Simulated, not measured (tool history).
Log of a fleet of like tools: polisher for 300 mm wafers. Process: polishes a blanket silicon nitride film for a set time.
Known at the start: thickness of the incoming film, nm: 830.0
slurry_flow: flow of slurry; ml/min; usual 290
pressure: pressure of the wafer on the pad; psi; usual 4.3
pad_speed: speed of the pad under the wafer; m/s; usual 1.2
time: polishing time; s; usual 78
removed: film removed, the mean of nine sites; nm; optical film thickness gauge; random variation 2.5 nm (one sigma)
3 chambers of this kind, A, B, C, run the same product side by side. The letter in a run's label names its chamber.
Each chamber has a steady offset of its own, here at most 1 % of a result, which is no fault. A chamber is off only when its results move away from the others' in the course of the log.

run,hour,slurry_flow,pressure,pad_speed,time,removed
1A,16.2,290,4.3,1.2,78,223.78
2B,26.7,290,4.3,1.2,78,221.01
# hour 30.9: chamber A: slurry nozzle cleaned
# hour 36: chamber C: slurry nozzle cleaned
# hour 40: chamber A: worn pad replaced by a new one
3C,41.1,290,4.3,1.2,78,221.12
# hour 51.2: chamber C: worn pad replaced by a new one
4C,54.5,290,4.3,1.2,78,223.58
5A,65.2,290,4.3,1.2,78,221.81
# hour 76.3: chamber B: worn pad replaced by a new one
6B,81.4,290,4.3,1.2,78,216.86
7B,95.6,290,4.3,1.2,78,221.39
8C,103.1,290,4.3,1.2,78,221.62
# hour 104.6: chamber C: worn pad replaced by a new one
# hour 110: chamber B: slurry nozzle cleaned
9A,113.1,290,4.3,1.2,78,223.07
# hour 119.8: chamber A: worn pad replaced by a new one
10A,121.7,290,4.3,1.2,78,221.71
# hour 131.5: chamber B: head pressure recalibrated
11B,136,290,4.3,1.2,78,251.2
12C,151.5,290,4.3,1.2,78,222.95
# hour 164.5: chamber C: worn pad replaced by a new one
13A,166,290,4.3,1.2,78,220.11
# hour 173.5: chamber B: worn pad replaced by a new one
14C,176,290,4.3,1.2,78,223.14
15B,183.7,290,4.3,1.2,78,246.89
16C,191.7,290,4.3,1.2,78,219.48
17A,203.1,290,4.3,1.2,78,225.21
18B,218.3,290,4.3,1.2,78,248.4
# hour 219.7: chamber A: worn pad replaced by a new one
# hour 220.1: chamber C: worn pad replaced by a new one
19C,229.3,290,4.3,1.2,78,226.91
20A,239,290,4.3,1.2,78,222.85
# hour 251.4: chamber B: worn pad replaced by a new one
21B,254.2,290,4.3,1.2,78,250.16
22C,265.1,290,4.3,1.2,78,222.99
23B,273.4,290,4.3,1.2,78,251.83

What goes on in this fleet: one chamber off, a drifting gauge, or nothing beyond the chambers' own small offsets? Name the chamber and the cause, if any.

A service left chamber B off against the others.
Cause: head's pressure above its setpoint, % = 11.1.

Here are 4 candidates for chamber B's next run, each the usual settings with a change, their results left as question marks. Which one brings its results back in line with what the others give on the usual settings?
In line means no further than this from the other chambers' mean on the usual settings: removed 8.7 nm
24B-1,285.2,285,3.6,1.2,78,?
24B-2,285.2,290,4.3,1.2,87,?
24B-3,285.2,290,4.7,1.2,85,?
24B-4,285.2,290,4.1,1.16,75,?

The other chambers' mean on the usual settings: removed 221.77 nm
run,removed
24B-1,206.49
24B-2,276.33
24B-3,295.46
24B-4,220.97
24B-4 brings the chamber back in line.

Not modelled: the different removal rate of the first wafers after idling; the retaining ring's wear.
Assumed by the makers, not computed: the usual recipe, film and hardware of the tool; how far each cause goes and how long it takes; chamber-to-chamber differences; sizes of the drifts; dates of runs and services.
